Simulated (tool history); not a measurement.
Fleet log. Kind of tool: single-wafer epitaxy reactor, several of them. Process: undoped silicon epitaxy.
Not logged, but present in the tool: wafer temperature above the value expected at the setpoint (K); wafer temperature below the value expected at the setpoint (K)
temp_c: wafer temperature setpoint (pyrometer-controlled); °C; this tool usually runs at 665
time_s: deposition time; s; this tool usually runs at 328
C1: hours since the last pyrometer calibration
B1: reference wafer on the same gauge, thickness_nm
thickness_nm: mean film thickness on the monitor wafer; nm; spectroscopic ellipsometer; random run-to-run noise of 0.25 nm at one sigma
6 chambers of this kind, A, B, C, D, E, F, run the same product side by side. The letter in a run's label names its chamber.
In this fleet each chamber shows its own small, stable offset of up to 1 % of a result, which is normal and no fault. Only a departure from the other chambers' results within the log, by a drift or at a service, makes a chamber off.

Run 1B, day 0.454: usual settings; C1 537.2; B1 85.395. Result: thickness_nm 76.23 nm.
Run 2E, day 0.833: usual settings; C1 1177.9; B1 85.352. Result: thickness_nm 76.439 nm.
Run 3C, day 1.104: usual settings; C1 456.7; B1 85.333. Result: thickness_nm 76.662 nm.
Run 4F, day 1.45: usual settings; C1 615.9; B1 85.332. Result: thickness_nm 76.207 nm.
Run 5A, day 1.738: usual settings; C1 1803.5; B1 85.32. Result: thickness_nm 76.374 nm.
Run 6D, day 2.083: usual settings but temp_c 657 °C; C1 2428.7; B1 85.435. Result: thickness_nm 63.802 nm.
Run 7B, day 2.442: usual settings but temp_c 657 °C; C1 584.9; B1 85.366. Result: thickness_nm 63.759 nm.
Run 8E, day 2.733: usual settings but temp_c 657 °C; C1 1223.5; B1 85.385. Result: thickness_nm 64.635 nm.
Run 9C, day 3.258: usual settings but temp_c 657 °C; C1 508.4; B1 85.453. Result: thickness_nm 64.506 nm.
Run 10D, day 3.729: usual settings but temp_c 657 °C; C1 2468.2; B1 85.452. Result: thickness_nm 63.73 nm.
Run 11F, day 4.004: usual settings but temp_c 657 °C; C1 677.2; B1 85.416. Result: thickness_nm 63.879 nm.
Run 12A, day 4.417: usual settings; C1 1867.8; B1 85.379. Result: thickness_nm 76.473 nm.
Run 13E, day 4.675: usual settings; C1 1270.1; B1 85.424. Result: thickness_nm 76.816 nm.
Run 14F, day 5.138: usual settings; C1 704.4; B1 85.379. Result: thickness_nm 76.02 nm.
Run 15A, day 5.438: usual settings but time_s 387 s; C1 1892.3; B1 85.422. Result: thickness_nm 90.464 nm.
Run 16D, day 5.7: usual settings but time_s 387 s; C1 2515.5; B1 85.337. Result: thickness_nm 89.612 nm.
Run 17B, day 6.192: usual settings but time_s 387 s; C1 674.9; B1 85.412. Result: thickness_nm 90.275 nm.
Run 18C, day 6.654: usual settings but time_s 387 s; C1 589.9; B1 85.413. Result: thickness_nm 90.519 nm.
Run 19B, day 7.004: usual settings but time_s 387 s; C1 694.4; B1 85.318. Result: thickness_nm 90.429 nm.
Run 20C, day 7.317: usual settings but time_s 387 s; C1 605.8; B1 85.473. Result: thickness_nm 90.863 nm.
Run 21F, day 7.767: usual settings but temp_c 659 °C; C1 767.5; B1 85.455. Result: thickness_nm 67.115 nm.
Run 22A, day 8.308: usual settings but temp_c 659 °C; C1 1961.2; B1 85.424. Result: thickness_nm 67.696 nm.
At day 8.575: chamber D: pyrometer calibrated.
Run 23D, day 8.65: usual settings but temp_c 659 °C; C1 1.9; B1 85.363. Result: thickness_nm 66.433 nm.
At day 8.854: chamber E: pyrometer calibrated.
Run 24E, day 9: usual settings but temp_c 659 °C; C1 3.5; B1 85.37. Result: thickness_nm 68.997 nm.
Run 25D, day 9.512: usual settings but temp_c 659 °C; C1 22.6; B1 85.431. Result: thickness_nm 66.251 nm.
Run 26E, day 9.888: usual settings but temp_c 659 °C; C1 24.8; B1 85.467. Result: thickness_nm 68.326 nm.
Run 27B, day 10.358: usual settings; C1 774.9; B1 85.397. Result: thickness_nm 76.299 nm.
Run 28F, day 10.612: usual settings but time_s 295 s; C1 835.8; B1 85.397. Result: thickness_nm 68.67 nm.
Run 29C, day 10.912: usual settings but time_s 295 s; C1 692.1; B1 85.37. Result: thickness_nm 68.803 nm.
Run 30A, day 11.225: usual settings but time_s 295 s; C1 2031.2; B1 85.447. Result: thickness_nm 69.384 nm.
Run 31F, day 11.742: usual settings but time_s 295 s; C1 862.9; B1 85.382. Result: thickness_nm 68.533 nm.
Run 32B, day 12.204: usual settings but time_s 295 s; C1 819.2; B1 85.382. Result: thickness_nm 68.873 nm.
Run 33D, day 12.662: usual settings but time_s 295 s; C1 98.2; B1 85.449. Result: thickness_nm 68.206 nm.
Run 34A, day 13.021: usual settings; C1 2074.3; B1 85.41. Result: thickness_nm 76.862 nm.
Run 35E, day 13.404: usual settings; C1 109.2; B1 85.461. Result: thickness_nm 78.067 nm.
Run 36C, day 13.804: usual settings but time_s 303 s; C1 761.5; B1 85.321. Result: thickness_nm 70.964 nm.
Run 37C, day 14.062: usual settings but time_s 303 s; C1 767.7; B1 85.41. Result: thickness_nm 71.092 nm.

For the next run the whole fleet of 6 chambers uses the same settings. Give each chamber's results:
Run 38A, day 14.454: usual settings. Result: thickness_nm ?.
Run 38B, day 14.454: usual settings. Result: thickness_nm ?.
Run 38C, day 14.454: usual settings. Result: thickness_nm ?.
Run 38D, day 14.454: usual settings. Result: thickness_nm ?.
Run 38E, day 14.454: usual settings. Result: thickness_nm ?.
Run 38F, day 14.454: usual settings. Result: thickness_nm ?.

run  thickness_nm
38A        77.005
38B        76.297
38C        76.428
38D        75.279
38E        77.975
38F        75.896
